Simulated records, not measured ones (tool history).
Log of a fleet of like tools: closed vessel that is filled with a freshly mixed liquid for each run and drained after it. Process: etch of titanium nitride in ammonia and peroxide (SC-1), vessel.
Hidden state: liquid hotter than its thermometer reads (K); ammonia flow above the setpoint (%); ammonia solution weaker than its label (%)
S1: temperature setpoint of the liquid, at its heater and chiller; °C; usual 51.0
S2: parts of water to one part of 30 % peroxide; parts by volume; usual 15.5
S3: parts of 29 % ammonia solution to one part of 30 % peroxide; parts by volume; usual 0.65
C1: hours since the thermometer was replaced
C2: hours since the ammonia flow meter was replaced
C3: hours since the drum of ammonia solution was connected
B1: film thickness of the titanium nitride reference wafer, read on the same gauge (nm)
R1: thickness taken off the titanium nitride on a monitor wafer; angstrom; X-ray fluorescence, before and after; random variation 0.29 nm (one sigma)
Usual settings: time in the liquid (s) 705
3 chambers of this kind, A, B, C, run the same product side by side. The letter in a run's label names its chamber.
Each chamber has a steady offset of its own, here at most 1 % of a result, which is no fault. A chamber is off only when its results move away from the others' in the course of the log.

-- day=0.075 chamber C: ammonia flow meter replaced
run 1A day=0.296 | S1=51.0 S2=15.5 S3=0.65 time_in_the_liquid_(s)=705 | C1=630.0 C2=556.8 C3=142.9 | B1=49.991 | R1=392.53
run 2B day=0.650 | S1=51.0 S2=15.5 S3=0.65 time_in_the_liquid_(s)=705 | C1=940.1 C2=1828.4 C3=322.5 | B1=50.000 | R1=391.40
run 3C day=1.258 | S1=51.0 S2=15.5 S3=0.65 time_in_the_liquid_(s)=705 | C1=490.0 C2=28.4 C3=242.1 | B1=50.024 | R1=394.04
run 4C day=1.562 | S1=51.0 S2=15.5 S3=0.65 time_in_the_liquid_(s)=705 | C1=497.3 C2=35.7 C3=249.4 | B1=49.993 | R1=393.35
run 5A day=1.929 | S1=54.0 S2=15.5 S3=0.65 time_in_the_liquid_(s)=880 | C1=669.2 C2=596.0 C3=182.1 | B1=50.021 | R1=601.86
run 6B day=2.229 | S1=54.0 S2=15.5 S3=0.65 time_in_the_liquid_(s)=880 | C1=978.0 C2=1866.3 C3=360.4 | B1=49.984 | R1=597.02
run 7C day=2.854 | S1=54.0 S2=15.5 S3=0.65 time_in_the_liquid_(s)=880 | C1=528.3 C2=66.7 C3=280.4 | B1=50.045 | R1=608.37
run 8B day=3.146 | S1=51.0 S2=15.5 S3=0.65 time_in_the_liquid_(s)=705 | C1=1000.0 C2=1888.3 C3=382.4 | B1=49.991 | R1=389.31
run 9A day=3.542 | S1=51.0 S2=15.5 S3=0.65 time_in_the_liquid_(s)=705 | C1=707.9 C2=634.7 C3=220.8 | B1=49.982 | R1=395.91
run 10C day=3.992 | S1=51.0 S2=15.5 S3=0.65 time_in_the_liquid_(s)=705 | C1=555.6 C2=94.0 C3=307.7 | B1=50.012 | R1=391.26
run 11A day=4.533 | S1=51.0 S2=15.5 S3=0.65 time_in_the_liquid_(s)=290 | C1=731.7 C2=658.5 C3=244.6 | B1=50.016 | R1=161.50
run 12B day=4.812 | S1=51.0 S2=15.5 S3=0.65 time_in_the_liquid_(s)=290 | C1=1040.0 C2=1928.3 C3=422.4 | B1=50.019 | R1=159.22
run 13C day=5.204 | S1=51.0 S2=15.5 S3=0.65 time_in_the_liquid_(s)=290 | C1=584.7 C2=123.1 C3=336.8 | B1=49.981 | R1=159.39
run 14A day=5.500 | S1=51.0 S2=15.5 S3=0.65 time_in_the_liquid_(s)=705 | C1=754.9 C2=681.7 C3=267.8 | B1=50.019 | R1=390.07
run 15B day=6.100 | S1=51.0 S2=15.5 S3=0.65 time_in_the_liquid_(s)=705 | C1=1070.9 C2=1959.2 C3=453.3 | B1=49.994 | R1=390.49
run 16A day=6.442 | S1=51.0 S2=20.5 S3=0.65 time_in_the_liquid_(s)=400 | C1=777.5 C2=704.3 C3=290.4 | B1=49.992 | R1=194.06
run 17B day=6.883 | S1=51.0 S2=20.5 S3=0.65 time_in_the_liquid_(s)=400 | C1=1089.7 C2=1978.0 C3=472.1 | B1=50.001 | R1=189.27
run 18C day=7.425 | S1=51.0 S2=20.5 S3=0.65 time_in_the_liquid_(s)=400 | C1=638.0 C2=176.4 C3=390.1 | B1=50.008 | R1=189.42
run 19C day=8.000 | S1=51.0 S2=15.5 S3=0.65 time_in_the_liquid_(s)=705 | C1=651.8 C2=190.2 C3=403.9 | B1=49.982 | R1=385.62
run 20B day=8.600 | S1=51.0 S2=15.5 S3=0.65 time_in_the_liquid_(s)=705 | C1=1130.9 C2=2019.2 C3=513.3 | B1=49.992 | R1=397.33
run 21A day=9.125 | S1=51.0 S2=12.5 S3=0.65 time_in_the_liquid_(s)=705 | C1=841.9 C2=768.7 C3=354.8 | B1=50.001 | R1=445.24
run 22C day=9.567 | S1=51.0 S2=12.5 S3=0.65 time_in_the_liquid_(s)=705 | C1=689.4 C2=227.8 C3=441.5 | B1=49.988 | R1=441.26
run 23B day=9.996 | S1=51.0 S2=12.5 S3=0.65 time_in_the_liquid_(s)=705 | C1=1164.4 C2=2052.7 C3=546.8 | B1=50.025 | R1=438.11
run 24A day=10.375 | S1=51.0 S2=15.5 S3=0.65 time_in_the_liquid_(s)=705 | C1=871.9 C2=798.7 C3=384.8 | B1=49.976 | R1=402.21
run 25B day=10.779 | S1=51.0 S2=15.5 S3=0.65 time_in_the_liquid_(s)=705 | C1=1183.2 C2=2071.5 C3=565.6 | B1=50.020 | R1=388.88
run 26C day=11.238 | S1=51.0 S2=15.5 S3=0.65 time_in_the_liquid_(s)=705 | C1=729.5 C2=267.9 C3=481.6 | B1=49.994 | R1=395.39
-- day=11.592 chamber B: ammonia flow meter replaced
run 27A day=11.846 | S1=51.0 S2=15.5 S3=0.65 time_in_the_liquid_(s)=705 | C1=907.2 C2=834.0 C3=420.1 | B1=50.017 | R1=405.86
-- day=12.179 chamber C: new drum of ammonia solution connected
run 28C day=12.379 | S1=51.0 S2=15.5 S3=0.65 time_in_the_liquid_(s)=705 | C1=756.9 C2=295.3 C3=4.8 | B1=49.987 | R1=391.86
run 29B day=12.812 | S1=51.0 S2=15.5 S3=0.65 time_in_the_liquid_(s)=705 | C1=1232.0 C2=29.3 C3=614.4 | B1=49.986 | R1=389.39
run 30A day=13.142 | S1=44.5 S2=15.5 S3=0.65 time_in_the_liquid_(s)=705 | C1=938.3 C2=865.1 C3=451.2 | B1=49.994 | R1=257.93
run 31B day=13.617 | S1=44.5 S2=15.5 S3=0.65 time_in_the_liquid_(s)=705 | C1=1251.3 C2=48.6 C3=633.7 | B1=50.033 | R1=242.68
run 32A day=13.958 | S1=44.5 S2=15.5 S3=0.65 time_in_the_liquid_(s)=705 | C1=957.9 C2=884.7 C3=470.8 | B1=50.024 | R1=262.36
run 33C day=14.362 | S1=51.0 S2=15.5 S3=0.65 time_in_the_liquid_(s)=490 | C1=804.5 C2=342.9 C3=52.4 | B1=50.004 | R1=272.56
run 34B day=14.783 | S1=51.0 S2=15.5 S3=0.65 time_in_the_liquid_(s)=490 | C1=1279.3 C2=76.6 C3=661.7 | B1=49.993 | R1=273.76

Next, every chamber runs the same settings. What will each give?
run 35A day=15.246 | S1=51.0 S2=15.5 S3=0.55 time_in_the_liquid_(s)=705 | R1=?
run 35B day=15.246 | S1=51.0 S2=15.5 S3=0.55 time_in_the_liquid_(s)=705 | R1=?
run 35C day=15.246 | S1=51.0 S2=15.5 S3=0.55 time_in_the_liquid_(s)=705 | R1=?

run=35A R1=400.37
run=35B R1=378.67
run=35C R1=384.06

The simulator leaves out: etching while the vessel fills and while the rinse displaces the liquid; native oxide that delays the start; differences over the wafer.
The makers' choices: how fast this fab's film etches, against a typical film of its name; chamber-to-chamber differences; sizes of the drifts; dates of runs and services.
